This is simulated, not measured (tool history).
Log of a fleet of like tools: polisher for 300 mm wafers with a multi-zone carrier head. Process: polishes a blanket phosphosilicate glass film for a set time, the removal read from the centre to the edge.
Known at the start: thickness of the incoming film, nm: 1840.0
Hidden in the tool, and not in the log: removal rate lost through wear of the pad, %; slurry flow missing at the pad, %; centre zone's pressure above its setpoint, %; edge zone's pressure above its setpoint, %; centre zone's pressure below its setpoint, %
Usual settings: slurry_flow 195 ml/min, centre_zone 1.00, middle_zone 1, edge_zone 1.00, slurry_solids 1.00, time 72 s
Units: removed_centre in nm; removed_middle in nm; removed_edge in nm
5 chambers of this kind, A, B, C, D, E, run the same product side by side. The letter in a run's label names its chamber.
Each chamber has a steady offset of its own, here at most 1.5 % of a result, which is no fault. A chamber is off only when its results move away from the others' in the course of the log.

| run | hour | slurry_flow | centre_zone | middle_zone | edge_zone | slurry_solids | time | wafers polished on this pad | hours since the slurry nozzle was cleaned | hours since the centre zone pressure was calibrated | hours since the edge zone pressure was calibrated | removed_centre | removed_middle | removed_edge |
|---|---|---|---|---|---|---|---|---|---|---|---|---|---|---|
|  | 4.3 | chamber D: worn pad replaced by a new one |
| 1A | 5.3 | 195 | 1.00 | 1 | 1.00 | 1.00 | 72 | 1435 | 11.3 | 440.0 | 350.5 | 471.60 | 467.23 | 470.60 |
|  | 6.8 | chamber A: worn pad replaced by a new one |
| 2B | 9.1 | 195 | 1.00 | 1 | 1.00 | 1.00 | 72 | 1532 | 250.7 | 618.7 | 547.6 | 466.71 | 477.17 | 471.94 |
| 3E | 12.9 | 195 | 1.00 | 1 | 1.00 | 1.00 | 72 | 933 | 636.3 | 127.3 | 642.1 | 469.58 | 469.61 | 469.17 |
|  | 15.6 | chamber E: slurry nozzle cleaned |
|  | 15.9 | chamber B: worn pad replaced by a new one |
| 4C | 17.6 | 195 | 1.00 | 1 | 1.00 | 1.00 | 72 | 743 | 246.1 | 562.7 | 155.9 | 465.62 | 469.25 | 472.76 |
| 5D | 23.7 | 195 | 0.93 | 1 | 1.00 | 0.85 | 72 | 230 | 224.8 | 117.0 | 556.2 | 405.75 | 447.94 | 438.56 |
|  | 24.6 | chamber E: worn pad replaced by a new one |
| 6D | 26.7 | 195 | 0.93 | 1 | 1.00 | 0.85 | 72 | 266 | 227.8 | 120.0 | 559.2 | 403.94 | 433.77 | 433.16 |
|  | 27.7 | chamber C: worn pad replaced by a new one |
| 7A | 29.9 | 195 | 0.93 | 1 | 1.00 | 0.85 | 72 | 275 | 35.9 | 464.6 | 375.1 | 400.48 | 427.30 | 438.60 |
| 8B | 35.0 | 195 | 0.93 | 1 | 1.00 | 0.85 | 72 | 227 | 276.6 | 644.6 | 573.5 | 409.97 | 432.40 | 434.86 |
| 9C | 39.4 | 195 | 0.93 | 1 | 1.00 | 0.85 | 72 | 140 | 267.9 | 584.5 | 177.7 | 402.00 | 451.91 | 439.67 |
| 10E | 42.2 | 195 | 0.95 | 1 | 1.00 | 1.00 | 72 | 210 | 26.7 | 156.6 | 671.4 | 443.62 | 465.97 | 471.67 |
| 11D | 46.2 | 195 | 0.95 | 1 | 1.00 | 1.00 | 72 | 498 | 247.3 | 139.5 | 578.7 | 437.95 | 464.05 | 467.67 |
| 12E | 51.0 | 195 | 0.95 | 1 | 1.00 | 1.00 | 72 | 314 | 35.5 | 165.4 | 680.2 | 443.14 | 462.05 | 470.29 |
|  | 52.3 | chamber D: worn pad replaced by a new one |
| 13A | 55.9 | 195 | 0.95 | 1 | 1.00 | 1.00 | 72 | 584 | 61.9 | 490.6 | 401.1 | 446.43 | 469.08 | 476.22 |
|  | 61.2 | chamber B: slurry nozzle cleaned |
| 14B | 61.8 | 195 | 0.95 | 1 | 1.00 | 1.00 | 72 | 546 | 0.7 | 671.4 | 600.3 | 447.26 | 466.40 | 473.59 |
| 15C | 64.9 | 195 | 1.00 | 1 | 1.00 | 1.00 | 72 | 443 | 293.4 | 610.0 | 203.2 | 474.38 | 471.56 | 475.76 |
| 16A | 69.0 | 195 | 1.09 | 1 | 0.93 | 1.00 | 72 | 740 | 75.0 | 503.7 | 414.2 | 509.77 | 481.20 | 453.57 |
| 17B | 72.8 | 195 | 1.09 | 1 | 0.93 | 1.00 | 72 | 676 | 11.7 | 682.4 | 611.3 | 527.84 | 474.69 | 457.34 |
| 18D | 77.0 | 195 | 1.09 | 1 | 0.93 | 1.00 | 72 | 294 | 278.1 | 170.3 | 609.5 | 505.50 | 475.02 | 451.19 |
| 19E | 81.6 | 195 | 1.09 | 1 | 0.93 | 1.00 | 72 | 678 | 66.1 | 196.0 | 710.8 | 523.14 | 473.20 | 455.69 |
| 20C | 86.2 | 195 | 1.09 | 1 | 0.93 | 1.00 | 72 | 696 | 314.7 | 631.3 | 224.5 | 524.68 | 474.08 | 455.86 |
| 21D | 90.2 | 195 | 1.00 | 1 | 1.00 | 1.00 | 72 | 451 | 291.3 | 183.5 | 622.7 | 470.22 | 466.47 | 469.63 |
| 22A | 93.6 | 195 | 1.00 | 1 | 1.00 | 1.00 | 72 | 1032 | 99.6 | 528.3 | 438.8 | 473.46 | 465.85 | 476.93 |
|  | 94.3 | chamber D: worn pad replaced by a new one |
| 23E | 96.5 | 195 | 1.00 | 1 | 1.00 | 1.00 | 72 | 855 | 81.0 | 210.9 | 725.7 | 471.65 | 471.15 | 467.68 |
| 24B | 99.5 | 195 | 1.00 | 1 | 0.89 | 1.00 | 72 | 994 | 38.4 | 709.1 | 638.0 | 478.29 | 466.57 | 452.32 |
| 25C | 105.4 | 195 | 1.00 | 1 | 0.89 | 1.00 | 72 | 924 | 333.9 | 650.5 | 243.7 | 470.93 | 467.46 | 443.16 |
|  | 106.6 | chamber C: worn pad replaced by a new one |
|  | 107.1 | chamber A: worn pad replaced by a new one |
| 26E | 110.7 | 195 | 1.00 | 1 | 0.89 | 1.00 | 72 | 1024 | 95.2 | 225.1 | 739.9 | 475.48 | 468.85 | 443.49 |
| 27C | 114.8 | 195 | 1.00 | 1 | 0.89 | 1.00 | 72 | 98 | 343.3 | 659.9 | 253.1 | 481.59 | 467.72 | 452.23 |
|  | 117.0 | chamber E: worn pad replaced by a new one |
| 28B | 120.6 | 195 | 1.00 | 1 | 0.89 | 1.00 | 72 | 1245 | 59.5 | 730.2 | 659.1 | 479.92 | 472.18 | 445.60 |
| 29A | 124.6 | 195 | 1.00 | 1 | 1.00 | 1.00 | 72 | 208 | 130.6 | 559.3 | 469.8 | 469.15 | 475.48 | 474.04 |
| 30D | 128.4 | 195 | 1.00 | 1 | 1.00 | 1.00 | 72 | 405 | 329.5 | 221.7 | 660.9 | 470.83 | 482.52 | 458.21 |
| 31C | 132.1 | 195 | 1.00 | 1 | 1.00 | 1.00 | 72 | 304 | 360.6 | 677.2 | 270.4 | 475.20 | 479.30 | 473.96 |
|  | 137.3 | chamber B: worn pad replaced by a new one |
| 32E | 137.7 | 195 | 0.93 | 1 | 1.00 | 1.00 | 63 | 246 | 122.2 | 252.1 | 766.9 | 377.53 | 405.68 | 408.77 |
|  | 139.2 | chamber D: worn pad replaced by a new one |
| 33D | 142.3 | 195 | 0.93 | 1 | 1.00 | 1.00 | 63 | 37 | 343.4 | 235.6 | 674.8 | 378.00 | 409.45 | 408.16 |
| 34B | 146.9 | 195 | 0.93 | 1 | 1.00 | 1.00 | 63 | 114 | 85.8 | 756.5 | 685.4 | 389.98 | 407.91 | 411.53 |
| 35A | 150.3 | 195 | 0.93 | 1 | 1.00 | 1.00 | 63 | 513 | 156.3 | 585.0 | 495.5 | 380.87 | 414.08 | 415.11 |
| 36E | 155.6 | 195 | 0.93 | 1 | 1.00 | 1.00 | 63 | 459 | 140.1 | 270.0 | 784.8 | 374.34 | 411.24 | 408.24 |

All 5 chambers run these settings next. Forecast each chamber's results:
| 37A | 160.1 | 195 | 1.00 | 1 | 1.06 | 1.00 | 72 |  |  |  |  | ? | ? | ? |
| 37B | 160.1 | 195 | 1.00 | 1 | 1.06 | 1.00 | 72 |  |  |  |  | ? | ? | ? |
| 37C | 160.1 | 195 | 1.00 | 1 | 1.06 | 1.00 | 72 |  |  |  |  | ? | ? | ? |
| 37D | 160.1 | 195 | 1.00 | 1 | 1.06 | 1.00 | 72 |  |  |  |  | ? | ? | ? |
| 37E | 160.1 | 195 | 1.00 | 1 | 1.06 | 1.00 | 72 |  |  |  |  | ? | ? | ? |

| run | removed_centre | removed_middle | removed_edge |
|---|---|---|---|
| 37A | 468.73 | 468.43 | 481.00 |
| 37B | 481.33 | 471.12 | 487.86 |
| 37C | 470.88 | 482.42 | 484.35 |
| 37D | 467.06 | 469.37 | 482.20 |
| 37E | 464.46 | 463.95 | 481.11 |

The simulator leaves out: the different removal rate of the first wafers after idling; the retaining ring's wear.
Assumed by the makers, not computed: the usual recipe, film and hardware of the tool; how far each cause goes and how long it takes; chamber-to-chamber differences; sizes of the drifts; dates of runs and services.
